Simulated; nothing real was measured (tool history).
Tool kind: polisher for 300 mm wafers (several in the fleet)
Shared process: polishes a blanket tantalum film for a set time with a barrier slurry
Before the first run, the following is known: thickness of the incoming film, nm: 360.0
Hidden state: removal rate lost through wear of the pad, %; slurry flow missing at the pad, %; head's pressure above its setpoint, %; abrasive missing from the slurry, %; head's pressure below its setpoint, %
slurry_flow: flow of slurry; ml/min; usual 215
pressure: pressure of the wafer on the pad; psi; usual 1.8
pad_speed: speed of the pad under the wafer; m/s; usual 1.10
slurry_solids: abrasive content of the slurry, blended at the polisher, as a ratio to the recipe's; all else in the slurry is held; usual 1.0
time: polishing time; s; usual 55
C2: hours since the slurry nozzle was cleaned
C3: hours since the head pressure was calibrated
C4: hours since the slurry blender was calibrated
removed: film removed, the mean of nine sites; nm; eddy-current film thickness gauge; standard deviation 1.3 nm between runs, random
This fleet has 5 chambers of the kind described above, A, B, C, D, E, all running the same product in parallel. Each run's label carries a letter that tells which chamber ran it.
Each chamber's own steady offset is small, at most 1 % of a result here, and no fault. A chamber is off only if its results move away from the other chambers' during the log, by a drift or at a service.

At hour 5.3: chamber D: slurry nozzle cleaned.
Run 1D, hour 10.3: usual settings; wafers polished on this pad 260; C2 5.0; C3 1143.2; C4 24.9. Result: removed 85.505 nm.
At hour 11.0: chamber D: head pressure recalibrated.
At hour 15.3: chamber C: worn pad replaced by a new one.
At hour 17.3: chamber A: worn pad replaced by a new one.
Run 2C, hour 18.7: usual settings; wafers polished on this pad 20; C2 360.3; C3 251.4; C4 350.3. Result: removed 87.485 nm.
At hour 28.9: chamber C: slurry blender recalibrated.
Run 3B, hour 30.1: usual settings; wafers polished on this pad 464; C2 276.8; C3 101.1; C4 32.8. Result: removed 85.988 nm.
Run 4E, hour 41.5: usual settings; wafers polished on this pad 622; C2 327.7; C3 650.7; C4 94.0. Result: removed 86.010 nm.
Run 5A, hour 53.0: usual settings; wafers polished on this pad 215; C2 65.6; C3 615.4; C4 164.8. Result: removed 84.591 nm.
Run 6C, hour 62.6: usual settings; wafers polished on this pad 285; C2 404.2; C3 295.3; C4 33.8. Result: removed 85.853 nm.
At hour 67.4: chamber E: slurry blender recalibrated.
Run 7D, hour 71.0: usual settings; wafers polished on this pad 626; C2 65.7; C3 60.0; C4 85.6. Result: removed 86.801 nm.
At hour 77.7: chamber D: worn pad replaced by a new one.
Run 8A, hour 77.8: usual settings; wafers polished on this pad 365; C2 90.4; C3 640.2; C4 189.6. Result: removed 87.364 nm.
Run 9B, hour 83.4: usual settings; wafers polished on this pad 785; C2 330.1; C3 154.4; C4 86.1. Result: removed 85.401 nm.
At hour 84.4: chamber E: worn pad replaced by a new one.
Run 10E, hour 94.5: usual settings; wafers polished on this pad 61; C2 380.7; C3 703.7; C4 27.1. Result: removed 85.565 nm.
Run 11A, hour 100.4: usual settings; wafers polished on this pad 501; C2 113.0; C3 662.8; C4 212.2. Result: removed 84.716 nm.
Run 12B, hour 108.7: usual settings; wafers polished on this pad 938; C2 355.4; C3 179.7; C4 111.4. Result: removed 87.753 nm.
At hour 112.8: chamber C: worn pad replaced by a new one.
At hour 117.5: chamber A: worn pad replaced by a new one.
Run 13E, hour 120.6: usual settings; wafers polished on this pad 218; C2 406.8; C3 729.8; C4 53.2. Result: removed 86.405 nm.
At hour 122.0: chamber D: slurry blender recalibrated.
Run 14C, hour 127.1: usual settings; wafers polished on this pad 86; C2 468.7; C3 359.8; C4 98.3. Result: removed 87.190 nm.
Run 15D, hour 137.0: usual settings; wafers polished on this pad 357; C2 131.7; C3 126.0; C4 15.1. Result: removed 88.984 nm.
At hour 147.2: chamber B: slurry blender recalibrated.
Run 16B, hour 147.4: usual settings; wafers polished on this pad 1171; C2 394.1; C3 218.4; C4 0.3. Result: removed 86.237 nm.
Run 17E, hour 153.0: usual settings but slurry_flow 165 ml/min, time 68 s; wafers polished on this pad 413; C2 439.2; C3 762.2; C4 85.6. Result: removed 101.940 nm.
Run 18D, hour 159.9: usual settings but slurry_flow 165 ml/min, time 68 s; wafers polished on this pad 495; C2 154.6; C3 148.9; C4 38.0. Result: removed 103.320 nm.
At hour 163.5: chamber C: slurry nozzle cleaned.
Run 19C, hour 167.5: usual settings but slurry_flow 165 ml/min, time 68 s; wafers polished on this pad 330; C2 4.0; C3 400.2; C4 138.7. Result: removed 104.020 nm.
Run 20A, hour 180.0: usual settings but slurry_flow 165 ml/min, time 68 s; wafers polished on this pad 376; C2 192.6; C3 742.4; C4 291.8. Result: removed 103.300 nm.
At hour 181.3: chamber D: worn pad replaced by a new one.
At hour 185.6: chamber A: slurry blender recalibrated.
At hour 190.2: chamber B: worn pad replaced by a new one.
Run 21C, hour 191.8: usual settings but slurry_flow 165 ml/min, time 68 s; wafers polished on this pad 476; C2 28.3; C3 424.5; C4 163.0. Result: removed 104.920 nm.
Run 22D, hour 201.4: usual settings; wafers polished on this pad 121; C2 196.1; C3 190.4; C4 79.5. Result: removed 87.895 nm.
At hour 207.4: chamber C: worn pad replaced by a new one.
At hour 211.2: chamber A: worn pad replaced by a new one.
Run 23A, hour 213.3: usual settings but pressure 2.2 psi, slurry_solids 1.2; wafers polished on this pad 13; C2 225.9; C3 775.7; C4 27.7. Result: removed 110.920 nm.
At hour 217.2: chamber E: slurry blender recalibrated.
Run 24E, hour 221.6: usual settings but pressure 2.2 psi, slurry_solids 1.2; wafers polished on this pad 827; C2 507.8; C3 830.8; C4 4.4. Result: removed 109.900 nm.
At hour 223.3: chamber E: worn pad replaced by a new one.
Run 25B, hour 229.5: usual settings but pressure 2.2 psi, slurry_solids 1.2; wafers polished on this pad 237; C2 476.2; C3 300.5; C4 82.4. Result: removed 112.250 nm.
Run 26B, hour 236.7: usual settings but pressure 2.2 psi, slurry_solids 1.2; wafers polished on this pad 280; C2 483.4; C3 307.7; C4 89.6. Result: removed 109.510 nm.
Run 27E, hour 243.0: usual settings but pressure 2.2 psi, slurry_solids 1.2; wafers polished on this pad 119; C2 529.2; C3 852.2; C4 25.8. Result: removed 108.790 nm.
Run 28D, hour 254.4: usual settings but slurry_solids 1.2; wafers polished on this pad 441; C2 249.1; C3 243.4; C4 132.5. Result: removed 90.196 nm.
Run 29A, hour 261.8: usual settings but slurry_solids 1.2; wafers polished on this pad 305; C2 274.4; C3 824.2; C4 76.2. Result: removed 89.568 nm.
Run 30C, hour 272.7: usual settings but slurry_solids 1.2; wafers polished on this pad 394; C2 109.2; C3 505.4; C4 243.9. Result: removed 90.087 nm.
Run 31A, hour 278.8: usual settings but slurry_solids 1.2; wafers polished on this pad 408; C2 291.4; C3 841.2; C4 93.2. Result: removed 86.058 nm.
At hour 283.0: chamber D: worn pad replaced by a new one.
At hour 284.3: chamber D: slurry blender recalibrated.
Run 32B, hour 291.1: usual settings but slurry_solids 1.2; wafers polished on this pad 608; C2 537.8; C3 362.1; C4 144.0. Result: removed 90.504 nm.
Run 33C, hour 297.1: usual settings; wafers polished on this pad 541; C2 133.6; C3 529.8; C4 268.3. Result: removed 85.284 nm.
Run 34E, hour 304.5: usual settings but pad_speed 1.42 m/s; wafers polished on this pad 489; C2 590.7; C3 913.7; C4 87.3. Result: removed 108.230 nm.
At hour 306.9: chamber C: worn pad replaced by a new one.
At hour 310.1: chamber A: worn pad replaced by a new one.
Run 35D, hour 310.4: usual settings but pad_speed 1.42 m/s; wafers polished on this pad 165; C2 305.1; C3 299.4; C4 26.2. Result: removed 111.370 nm.
Run 36E, hour 316.8: usual settings but pad_speed 1.42 m/s; wafers polished on this pad 563; C2 603.0; C3 926.0; C4 99.6. Result: removed 109.970 nm.
Run 37A, hour 323.3: usual settings but pad_speed 1.42 m/s; wafers polished on this pad 79; C2 335.9; C3 885.7; C4 137.7. Result: removed 110.740 nm.
Run 38C, hour 329.3: usual settings but pad_speed 1.42 m/s; wafers polished on this pad 135; C2 165.8; C3 562.0; C4 300.5. Result: removed 113.410 nm.
At hour 333.0: chamber B: slurry blender recalibrated.
Run 39D, hour 337.5: usual settings; wafers polished on this pad 328; C2 332.2; C3 326.5; C4 53.3. Result: removed 86.215 nm.
Run 40B, hour 346.9: usual settings; wafers polished on this pad 945; C2 593.6; C3 417.9; C4 13.9. Result: removed 83.818 nm.
Run 41A, hour 357.0: usual settings; wafers polished on this pad 283; C2 369.6; C3 919.4; C4 171.4. Result: removed 86.839 nm.
Run 42C, hour 363.5: usual settings; wafers polished on this pad 341; C2 200.0; C3 596.2; C4 334.7. Result: removed 87.176 nm.

All 5 chambers run these settings next. Forecast each chamber's results:
Run 43A, hour 372.6: usual settings. Result: removed ?.
Run 43B, hour 372.6: usual settings. Result: removed ?.
Run 43C, hour 372.6: usual settings. Result: removed ?.
Run 43D, hour 372.6: usual settings. Result: removed ?.
Run 43E, hour 372.6: usual settings. Result: removed ?.

run  removed
43A   86.768
43B   85.187
43C   82.842
43D   85.127
43E   86.345

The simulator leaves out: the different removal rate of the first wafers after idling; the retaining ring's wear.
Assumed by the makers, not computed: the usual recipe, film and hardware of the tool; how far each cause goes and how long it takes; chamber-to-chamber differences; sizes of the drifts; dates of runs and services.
